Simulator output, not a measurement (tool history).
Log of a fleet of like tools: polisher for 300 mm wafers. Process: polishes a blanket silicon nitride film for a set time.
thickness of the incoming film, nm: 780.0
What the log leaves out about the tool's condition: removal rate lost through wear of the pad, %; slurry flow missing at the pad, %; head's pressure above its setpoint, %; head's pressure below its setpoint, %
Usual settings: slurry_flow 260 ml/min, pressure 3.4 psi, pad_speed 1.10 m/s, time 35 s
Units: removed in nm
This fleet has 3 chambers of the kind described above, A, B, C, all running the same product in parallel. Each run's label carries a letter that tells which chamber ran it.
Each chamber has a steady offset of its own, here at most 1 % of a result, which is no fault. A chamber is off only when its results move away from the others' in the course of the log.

run   hour  slurry_flow  pressure  pad_speed  time  wafers polished on this pad  hours since the slurry nozzle was cleaned  hours since the head pressure was calibrated  removed
 1C    5.8          260       3.4       1.10    35                          584                                      371.6                                         243.3   51.897
       7.6  -- chamber C: worn pad replaced by a new one
 2B   14.8          260       3.4       1.10    35                          228                                      155.6                                         497.1   52.220
 3A   24.5          260       3.4       1.10    35                          367                                      826.8                                        1218.6   52.391
 4A   29.5          260       3.4       1.10    35                          417                                      831.8                                        1223.6   51.029
 5C   38.3          260       3.4       1.10    35                          306                                      404.1                                         275.8   52.002
 6B   47.2          260       3.4       1.10    35                          550                                      188.0                                         529.5   53.976
 7C   55.0          260       3.4       1.44    40                          472                                      420.8                                         292.5   74.228
      55.4  -- chamber C: worn pad replaced by a new one
 8A   65.2          260       3.4       1.44    40                          772                                      867.5                                        1259.3   72.409
      67.8  -- chamber A: worn pad replaced by a new one
      71.8  -- chamber A: slurry nozzle cleaned
      72.7  -- chamber B: head pressure recalibrated
 9B   73.6          260       3.4       1.44    40                          813                                      214.4                                           1.0   74.997
      78.6  -- chamber B: worn pad replaced by a new one
10A   82.4          345       3.4       1.10    43                          145                                       10.6                                        1276.5   67.106
11B   90.6          345       3.4       1.10    43                          119                                      231.4                                          18.0   66.110
12C   99.5          345       3.4       1.10    43                          439                                      465.3                                         337.0   63.577
     105.6  -- chamber C: worn pad replaced by a new one
13B  109.8          260       3.4       1.10    35                          310                                      250.6                                          37.2   53.800
14C  116.1          260       2.8       1.10    35                          104                                      481.9                                         353.6   42.660
     123.1  -- chamber B: slurry nozzle cleaned
15A  124.2          260       2.8       1.10    35                          561                                       52.4                                        1318.3   43.524
16B  132.9          260       2.8       1.10    35                          540                                        9.8                                          60.3   42.505
     141.4  -- chamber A: worn pad replaced by a new one
17A  141.5          260       3.4       1.10    35                            1                                       69.7                                        1335.6   52.773
18C  150.4          260       3.4       1.10    35                          446                                      516.2                                         387.9   51.525
     157.3  -- chamber C: worn pad replaced by a new one
19C  158.0          260       3.4       1.10    35                            6                                      523.8                                         395.5   52.773
20B  166.1          260       3.4       1.10    35                          871                                       43.0                                          93.5   52.169
     168.8  -- chamber B: worn pad replaced by a new one
21A  174.5          260       3.4       1.10    35                          329                                      102.7                                        1368.6   53.311
     176.6  -- chamber A: head pressure recalibrated
22B  185.0          260       3.4       1.10    35                          161                                       61.9                                         112.4   51.287
23C  191.0          260       3.4       1.10    35                          335                                      556.8                                         428.5   52.654
24A  197.7          260       3.4       1.10    35                          560                                      125.9                                          21.2   53.543
25A  207.4          345       3.4       1.10    35                          657                                      135.6                                          30.9   52.473
     208.2  -- chamber C: worn pad replaced by a new one
     208.7  -- chamber A: worn pad replaced by a new one
26C  212.3          345       3.4       1.10    35                           41                                      578.1                                         449.8   53.983
27B  221.8          345       3.4       1.10    35                          527                                       98.7                                         149.2   52.760
     226.3  -- chamber C: slurry nozzle cleaned
28A  231.0          260       3.4       1.10    35                          221                                      159.2                                          54.5   51.384
29B  239.4          260       3.4       1.10    35                          702                                      116.3                                         166.8   52.591
     244.7  -- chamber B: worn pad replaced by a new one
30C  247.2          260       3.4       1.10    35                          388                                       21.0                                         484.7   51.998
31A  257.0          260       3.4       1.10    35                          480                                      185.2                                          80.5   51.294
32B  264.1          260       3.4       1.10    35                          193                                      141.0                                         191.5   52.283

Is one chamber out of step, is the gauge drifting, or do the chambers differ by no more than their own small offsets? For an off chamber, give its letter and the likeliest cause.

Beyond each chamber's small constant offset nothing stands out, and the gauge stays steady.

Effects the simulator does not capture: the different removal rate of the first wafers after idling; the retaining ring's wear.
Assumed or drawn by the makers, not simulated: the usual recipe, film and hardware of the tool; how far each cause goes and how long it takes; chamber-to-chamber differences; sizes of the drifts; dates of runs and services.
